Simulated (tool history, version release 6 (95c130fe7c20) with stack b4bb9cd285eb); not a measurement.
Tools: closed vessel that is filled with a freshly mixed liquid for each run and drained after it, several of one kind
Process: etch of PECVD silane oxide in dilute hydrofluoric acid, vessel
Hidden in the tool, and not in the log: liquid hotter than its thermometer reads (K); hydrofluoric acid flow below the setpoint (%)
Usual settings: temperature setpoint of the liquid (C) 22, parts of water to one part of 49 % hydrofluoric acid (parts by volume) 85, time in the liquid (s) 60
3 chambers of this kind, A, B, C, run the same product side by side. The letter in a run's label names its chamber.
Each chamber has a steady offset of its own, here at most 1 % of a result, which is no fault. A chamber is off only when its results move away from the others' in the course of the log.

run   hour  temperature setpoint of the liquid (C)  parts of water to one part of 49 % hydrofluoric acid (parts by volume)  time in the liquid (s)  hours since the thermometer was replaced  hours since the hydrofluoric acid flow meter was replaced  read-back film thickness of the PECVD silane oxide reference wafer, read on the same gauge (nm)  thickness taken off the PECVD silane oxide on a monitor wafer (Å)
 1B    6.1                                      22                                                                      85                      60                                     885.8                                                      410.9                                                                                           80.022                                                             178.85
 2A   11.3                                      22                                                                      85                      60                                    1706.6                                                      738.3                                                                                           80.009                                                             182.75
 3C   17.9                                      22                                                                      85                      60                                     101.5                                                       32.9                                                                                           80.043                                                             183.52
      19.4  -- chamber B: thermometer replaced
 4C     25                                      22                                                                      85                      60                                     108.6                                                         40                                                                                           80.013                                                             183.88
 5A   28.5                                    25.5                                                                      85                      60                                    1723.8                                                      755.5                                                                                           80.039                                                             207.84
 6B   35.2                                    25.5                                                                      85                      60                                      15.9                                                        440                                                                                           80.036                                                             208.17
 7A   40.7                                    25.5                                                                      85                      60                                      1736                                                      767.7                                                                                           80.005                                                              207.6
 8B   46.2                                      22                                                                      85                      60                                      26.9                                                        451                                                                                           80.009                                                             177.92
 9C   52.1                                      22                                                                      85                      60                                     135.7                                                       67.1                                                                                           80.003                                                             182.32
10C   59.7                                      22                                                                      85                      60                                     143.3                                                       74.7                                                                                           79.992                                                             182.25
11B   66.6                                      22                                                                      85                      60                                      47.3                                                      471.4                                                                                            80.01                                                             178.26
12A   70.7                                      22                                                                      85                      60                                      1766                                                      797.7                                                                                           79.964                                                             180.65
      77.1  -- chamber A: thermometer replaced
13B   77.2                                      22                                                                      85                      60                                      57.9                                                        482                                                                                           80.024                                                             180.81
14A   81.5                                      22                                                                      85                      60                                       4.4                                                      808.5                                                                                           79.968                                                             182.24
15C   88.9                                      22                                                                      85                      60                                     172.5                                                      103.9                                                                                           79.967                                                             179.99
16C   95.5                                      18                                                                     105                      60                                     179.1                                                      110.5                                                                                           80.024                                                             121.89
17A     99                                      18                                                                     105                      60                                      21.9                                                        826                                                                                           80.018                                                             120.67
18B  104.7                                      18                                                                     105                      60                                      85.4                                                      509.5                                                                                           79.978                                                             119.76
19A  110.2                                      22                                                                      85                      60                                      33.1                                                      837.2                                                                                           80.027                                                             180.85
20C    117                                      22                                                                      85                      60                                     200.6                                                        132                                                                                           80.013                                                              181.3
21B  123.9                                      22                                                                      85                      60                                     104.6                                                      528.7                                                                                           79.987                                                             180.37
22B  129.4                                    17.5                                                                     110                      60                                     110.1                                                      534.2                                                                                           79.973                                                             113.06
23C  136.5                                    17.5                                                                     110                      60                                     220.1                                                      151.5                                                                                           79.993                                                             113.29
24A  141.3                                    17.5                                                                     110                      60                                      64.2                                                      868.3                                                                                               80                                                             113.86
     142.2  -- chamber A: hydrofluoric acid flow meter replaced
25B  148.6                                      22                                                                      85                      60                                     129.3                                                      553.4                                                                                           80.005                                                              181.9
26A  154.5                                      22                                                                      85                      60                                      77.4                                                       12.3                                                                                           80.003                                                             180.21
27C  161.6                                      22                                                                      85                      60                                     245.2                                                      176.6                                                                                           79.996                                                             182.28
28C  168.9                                      22                                                                      85                      60                                     252.5                                                      183.9                                                                                           80.039                                                             180.18
29B    174                                      22                                                                      85                      60                                     154.7                                                      578.8                                                                                           80.032                                                             182.11
30A  180.3                                      22                                                                      85                      60                                     103.2                                                       38.1                                                                                           80.043                                                             180.48
31C  187.1                                      22                                                                      85                      60                                     270.7                                                      202.1                                                                                           80.035                                                             181.16
32B  194.3                                      22                                                                      85                      60                                       175                                                      599.1                                                                                           79.953                                                              182.2
33A  199.3                                      22                                                                      85                      60                                     122.2                                                       57.1                                                                                           80.008                                                             182.19
34C    204                                      22                                                                      85                      60                                     287.6                                                        219                                                                                           80.011                                                             183.28
35A  208.1                                      22                                                                      85                      60                                       131                                                       65.9                                                                                           79.982                                                             181.84

Next, every chamber runs the same settings. What will each give?
36A  213.5                                    25.5                                                                      85                      60                                                                                                                                                                                                                                                                        ?
36B  213.5                                    25.5                                                                      85                      60                                                                                                                                                                                                                                                                        ?
36C  213.5                                    25.5                                                                      85                      60                                                                                                                                                                                                                                                                        ?

run  thickness taken off the PECVD silane oxide on a monitor wafer (Å)
36A                                                             212.27
36B                                                             208.96
36C                                                             208.28
